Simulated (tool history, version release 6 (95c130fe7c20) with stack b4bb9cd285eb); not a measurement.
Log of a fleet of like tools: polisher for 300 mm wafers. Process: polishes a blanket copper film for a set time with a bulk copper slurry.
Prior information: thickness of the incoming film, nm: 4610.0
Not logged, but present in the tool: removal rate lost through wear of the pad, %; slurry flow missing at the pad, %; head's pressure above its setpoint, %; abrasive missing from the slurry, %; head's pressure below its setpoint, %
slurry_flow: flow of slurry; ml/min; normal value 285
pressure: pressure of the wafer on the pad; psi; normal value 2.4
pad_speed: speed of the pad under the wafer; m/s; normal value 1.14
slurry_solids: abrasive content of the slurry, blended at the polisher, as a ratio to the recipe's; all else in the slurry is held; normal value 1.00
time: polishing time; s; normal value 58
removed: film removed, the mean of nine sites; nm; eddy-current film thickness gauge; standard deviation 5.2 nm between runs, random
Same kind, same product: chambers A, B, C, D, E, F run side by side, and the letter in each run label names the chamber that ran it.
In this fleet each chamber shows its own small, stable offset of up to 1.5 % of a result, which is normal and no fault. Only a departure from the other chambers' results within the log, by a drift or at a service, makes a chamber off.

run   hour  slurry_flow  pressure  pad_speed  slurry_solids  time  wafers polished on this pad  hours since the slurry nozzle was cleaned  hours since the head pressure was calibrated  hours since the slurry blender was calibrated  removed
 1E    5.3          285       2.4       1.14           1.00    58                          420                                      325.6                                         668.7                                           30.2   473.75
       9.5  -- chamber F: worn pad replaced by a new one
      11.1  -- chamber B: worn pad replaced by a new one
      13.2  -- chamber B: slurry blender recalibrated
      14.3  -- chamber C: worn pad replaced by a new one
 2F   14.9          285       2.4       1.14           1.00    58                           56                                       16.0                                         332.9                                          257.9   462.11
 3C   20.7          285       2.4       1.14           1.00    58                           66                                       29.4                                         305.1                                           71.1   476.52
 4D   30.1          285       2.4       1.14           1.00    58                          680                                      197.6                                          79.9                                           40.4   458.71
      32.8  -- chamber E: worn pad replaced by a new one
 5A   39.8          285       2.4       1.14           1.00    58                          499                                      398.5                                         373.9                                          367.5   459.52
      47.6  -- chamber D: worn pad replaced by a new one
 6B   50.7          205       2.4       1.14           1.00    65                          410                                      728.7                                         497.8                                           37.6   489.27
      58.1  -- chamber A: worn pad replaced by a new one
 7A   60.3          205       2.4       1.14           1.00    65                           23                                      419.0                                         394.4                                          388.0   502.90
      65.8  -- chamber F: worn pad replaced by a new one
 8F   67.9          205       2.4       1.14           1.00    65                           22                                       69.0                                         385.9                                          310.9   500.58
 9C   73.5          205       2.4       1.14           1.00    65                          613                                       82.2                                         357.9                                          123.9   508.20
10E   81.0          205       2.4       1.14           1.00    65                          499                                      401.3                                         744.4                                          105.9   505.96
      88.3  -- chamber E: worn pad replaced by a new one
      89.1  -- chamber A: slurry blender recalibrated
11D   91.9          205       2.4       1.14           1.00    65                          458                                      259.4                                         141.7                                          102.2   489.21
      92.6  -- chamber E: slurry nozzle cleaned
      93.0  -- chamber B: worn pad replaced by a new one
12B  100.7          285       2.4       1.14           1.00    58                           80                                      778.7                                         547.8                                           87.6   459.00
13E  108.5          285       2.4       1.14           1.00    58                          209                                       16.0                                         771.9                                          133.4   477.34
     114.1  -- chamber E: slurry blender recalibrated
14A  117.4          285       2.4       1.14           1.00    58                          614                                      476.1                                         451.5                                           28.4   465.17
     117.7  -- chamber F: worn pad replaced by a new one
     119.9  -- chamber A: worn pad replaced by a new one
15C  128.1          285       2.4       1.14           1.00    58                         1178                                      136.8                                         412.5                                          178.5   463.26
     129.2  -- chamber D: slurry nozzle cleaned
     133.6  -- chamber C: worn pad replaced by a new one
16F  135.8          285       2.4       1.14           1.00    58                          187                                      136.9                                         453.8                                          378.8   450.07
     141.4  -- chamber E: worn pad replaced by a new one
     142.3  -- chamber D: worn pad replaced by a new one
17B  143.2          285       2.4       1.14           1.00    58                          519                                      821.2                                         590.3                                          130.1   461.59
     151.0  -- chamber C: head pressure recalibrated
18D  151.4          285       2.4       1.14           1.00    58                           95                                       22.2                                         201.2                                          161.7   456.25
19D  158.2          285       2.4       1.14           1.00    58                          165                                       29.0                                         208.0                                          168.5   454.80
20B  166.4          285       2.4       1.14           1.00    58                          760                                      844.4                                         613.5                                          153.3   456.29
     172.6  -- chamber B: worn pad replaced by a new one
     175.2  -- chamber A: worn pad replaced by a new one
21E  175.7          285       2.4       1.14           1.00    58                          355                                       83.2                                         839.1                                           61.7   463.38
     177.4  -- chamber F: worn pad replaced by a new one
     183.4  -- chamber B: head pressure recalibrated
22A  185.0          285       2.4       1.14           1.00    58                          101                                      543.7                                         519.1                                           96.0   468.52
23F  195.0          285       2.4       1.14           1.00    58                          182                                      196.1                                         513.0                                          438.0   439.47
     200.1  -- chamber E: worn pad replaced by a new one
24C  202.4          285       2.4       1.14           1.00    58                          712                                      211.1                                          51.4                                          252.8   464.22
25C  207.9          225       2.4       1.14           1.00    58                          769                                      216.6                                          56.9                                          258.3   460.06
26B  216.6          225       2.4       1.14           1.00    58                          455                                      894.6                                          33.3                                          203.5   446.88
     217.7  -- chamber B: slurry blender recalibrated
27A  222.3          225       2.4       1.14           1.00    58                          487                                      581.0                                         556.4                                          133.3   446.20
     226.8  -- chamber A: worn pad replaced by a new one
28E  227.8          225       2.4       1.14           1.00    58                          287                                      135.3                                         891.2                                          113.8   461.88
     228.5  -- chamber D: worn pad replaced by a new one
     235.2  -- chamber E: slurry blender recalibrated
29F  236.2          225       2.4       1.14           1.00    58                          609                                      237.3                                         554.2                                          479.2   419.75
     237.2  -- chamber F: worn pad replaced by a new one
30D  246.0          225       2.4       1.14           1.00    58                          181                                      116.8                                         295.8                                          256.3   452.94
     254.2  -- chamber B: worn pad replaced by a new one
31A  254.2          285       2.4       1.14           1.00    58                          284                                      612.9                                         588.3                                          165.2   471.71
32D  259.2          285       2.4       1.14           1.00    58                          317                                      130.0                                         309.0                                          269.5   456.70
     263.0  -- chamber E: worn pad replaced by a new one
33E  264.9          285       2.4       1.14           1.00    58                           20                                      172.4                                         928.3                                           29.7   469.45
     268.0  -- chamber C: worn pad replaced by a new one
34B  271.1          285       2.4       1.14           1.00    58                          175                                      949.1                                          87.8                                           53.4   467.40
35F  276.5          285       2.4       1.14           1.15    58                          407                                      277.6                                         594.5                                          519.5   429.92
36C  284.5          285       2.4       1.14           1.15    58                          171                                      293.2                                         133.5                                          334.9   479.26
37C  293.5          285       2.4       1.14           1.15    58                          264                                      302.2                                         142.5                                          343.9   473.77

One chamber off, gauge drift, or nothing amiss beyond the chambers' own small offsets? If it is a chamber, which one, and what is the likeliest cause?

Chamber F drifts away from the others.
Likeliest cause: abrasive missing from the slurry, % = 34.3.
Not necessarily distinguishable in this log from: head's pressure below its setpoint, %.

Below are 4 candidate recipes for chamber F's next run, each the usual settings with a change, their results shown as question marks. Which of them brings F's results back in line with what the other chambers give on the usual settings?
In line means no further than this from the other chambers' mean on the usual settings: removed 18.00 nm
38F-1  301.7          285       2.5       1.18           1.00    60                                                                                                                                                                             ?
38F-2  301.7          285       2.6       1.24           1.00    58                                                                                                                                                                             ?
38F-3  301.7          285       2.4       1.04           1.00    53                                                                                                                                                                             ?
38F-4  301.7          285       2.3       1.14           1.00    55                                                                                                                                                                             ?

Average result of the remaining chambers running the usual settings: removed 463.69 nm
  run  removed
38F-1   468.67
38F-2   495.68
38F-3   349.44
38F-4   381.29
38F-1 brings the chamber back in line.
